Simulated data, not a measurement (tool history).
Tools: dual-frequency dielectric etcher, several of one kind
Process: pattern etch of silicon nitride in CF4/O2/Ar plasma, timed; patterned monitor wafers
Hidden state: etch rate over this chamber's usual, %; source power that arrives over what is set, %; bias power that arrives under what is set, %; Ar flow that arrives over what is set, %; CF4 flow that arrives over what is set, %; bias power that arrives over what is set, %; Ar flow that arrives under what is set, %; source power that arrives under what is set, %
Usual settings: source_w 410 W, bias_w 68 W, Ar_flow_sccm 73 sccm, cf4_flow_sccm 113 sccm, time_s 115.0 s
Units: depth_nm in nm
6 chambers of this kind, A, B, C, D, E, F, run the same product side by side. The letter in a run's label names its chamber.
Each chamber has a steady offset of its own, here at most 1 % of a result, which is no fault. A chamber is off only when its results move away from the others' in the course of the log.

run,hour,source_w,bias_w,Ar_flow_sccm,cf4_flow_sccm,time_s,hours since the last wet clean,hours since the last source power generator calibration,hours since the last bias power generator calibration,hours since the last Ar flow controller change,hours since the last CF4 flow controller change,"read-back reference wafer on the same gauge, depth_nm",depth_nm
1B,8.0,410,68,73,113,115.0,63.4,3758.9,1906.8,1771.1,1831.5,180.90,218.02
2C,14.4,410,68,73,113,115.0,101.8,2911.8,4037.3,3879.7,2612.3,181.09,212.64
3E,23.3,410,68,73,113,115.0,224.8,3968.9,4631.1,2564.1,1088.4,180.99,216.91
4D,31.2,410,68,73,113,115.0,495.0,827.8,853.9,700.5,5366.3,180.98,215.05
5A,38.1,410,68,73,113,115.0,233.3,1648.3,2161.5,1453.4,66.6,181.12,215.72
6F,43.2,410,68,73,113,115.0,520.7,751.6,1077.8,3597.9,3214.0,180.97,216.71
# hour 44.4: chamber F: wet clean of the chamber
7F,49.8,410,68,73,113,115.0,5.5,758.2,1084.4,3604.5,3220.6,181.02,217.71
8E,55.5,410,68,73,113,115.0,257.0,4001.1,4663.3,2596.3,1120.6,180.90,217.47
9A,61.5,410,68,73,113,115.0,256.7,1671.7,2184.9,1476.8,90.0,181.02,215.78
# hour 65.9: chamber D: wet clean of the chamber
10B,68.8,410,68,73,113,115.0,124.2,3819.7,1967.6,1831.9,1892.3,181.14,217.40
11C,78.2,410,68,73,113,115.0,165.6,2975.6,4101.1,3943.5,2676.1,181.06,214.86
12D,88.6,410,68,73,113,115.0,22.8,885.2,911.3,757.9,5423.7,180.95,215.28
13D,94.5,410,68,73,113,115.0,28.7,891.1,917.2,763.8,5429.6,181.04,214.69
14C,105.6,410,68,73,113,115.0,193.0,3003.0,4128.5,3970.9,2703.5,181.05,213.80
15A,111.5,410,68,73,113,115.0,306.7,1721.7,2234.9,1526.8,140.0,181.08,215.34
16B,117.7,410,68,73,113,115.0,173.1,3868.6,2016.5,1880.8,1941.2,181.01,218.04
17F,123.5,460,68,73,113,99.5,79.2,831.9,1158.1,3678.2,3294.3,180.93,206.79
18E,129.7,460,68,73,113,99.5,331.2,4075.3,4737.5,2670.5,1194.8,180.87,208.37
# hour 137.4: chamber E: source power generator calibrated
19A,138.7,460,68,73,113,99.5,333.9,1748.9,2262.1,1554.0,167.2,181.06,206.25
20D,145.3,460,68,73,113,99.5,79.5,941.9,968.0,814.6,5480.4,181.03,205.39
21E,151.9,460,68,73,113,99.5,353.4,14.5,4759.7,2692.7,1217.0,181.01,207.73
22C,157.0,460,68,73,113,99.5,244.4,3054.4,4179.9,4022.3,2754.9,181.07,205.26
23B,163.5,410,68,73,113,115.0,218.9,3914.4,2062.3,1926.6,1987.0,180.90,218.07
24F,170.8,350,68,73,99,115.0,126.5,879.2,1205.4,3725.5,3341.6,180.98,184.95
25C,180.9,350,68,73,99,115.0,268.3,3078.3,4203.8,4046.2,2778.8,180.90,186.05
# hour 188.0: chamber B: source power generator calibrated
# hour 188.5: chamber F: Ar flow controller replaced
26F,189.0,350,68,73,99,115.0,144.7,897.4,1223.6,0.5,3359.8,180.97,182.94
27E,198.6,350,68,73,99,115.0,400.1,61.2,4806.4,2739.4,1263.7,181.06,187.16
28A,209.1,350,68,73,99,115.0,404.3,1819.3,2332.5,1624.4,237.6,181.18,186.16
29B,218.5,350,68,73,99,115.0,273.9,30.6,2117.3,1981.6,2042.0,180.82,188.10
30D,227.2,410,68,89,86,115.0,161.4,1023.8,1049.9,896.5,5562.3,180.96,205.67
31B,232.6,410,68,89,86,115.0,288.0,44.7,2131.4,1995.7,2056.1,181.03,208.11
32F,243.4,410,68,89,86,115.0,199.1,951.8,1278.0,54.9,3414.2,180.98,203.98
# hour 245.8: chamber A: wet clean of the chamber
33A,248.8,410,68,89,86,115.0,3.1,1859.0,2372.2,1664.1,277.3,180.85,207.07
34E,255.7,410,68,89,86,115.0,457.2,118.3,4863.5,2796.5,1320.8,180.88,208.84
35C,267.2,410,68,89,86,115.0,354.6,3164.6,4290.1,4132.5,2865.1,181.12,205.47
36D,272.9,410,68,73,113,115.0,207.1,1069.5,1095.6,942.2,5608.0,181.08,214.88

What goes on in this fleet: one chamber off, a drifting gauge, or nothing beyond the chambers' own small offsets? Name the chamber and the cause, if any.

Chamber F drifts away from the others.
Cause: source power that arrives under what is set, % = 2.35.
The log may not tell that from: bias power that arrives under what is set, %.

Here are 4 candidates for chamber F's next run, each the usual settings with a change, their results left as question marks. Which one brings its results back in line with what the others give on the usual settings?
In line means no further than this from the other chambers' mean on the usual settings: depth_nm 2.60 nm
37F-1,281.2,410,68,73,113,117.0,,,,,,,?
37F-2,281.2,410,75,73,113,115.0,,,,,,,?
37F-3,281.2,410,67,73,113,111.0,,,,,,,?
37F-4,281.2,410,68,73,113,113.0,,,,,,,?

The other chambers' mean on the usual settings: depth_nm 216.36 nm
run,depth_nm
37F-1,216.46
37F-2,221.02
37F-3,204.19
37F-4,209.06
37F-1 brings the chamber back in line.
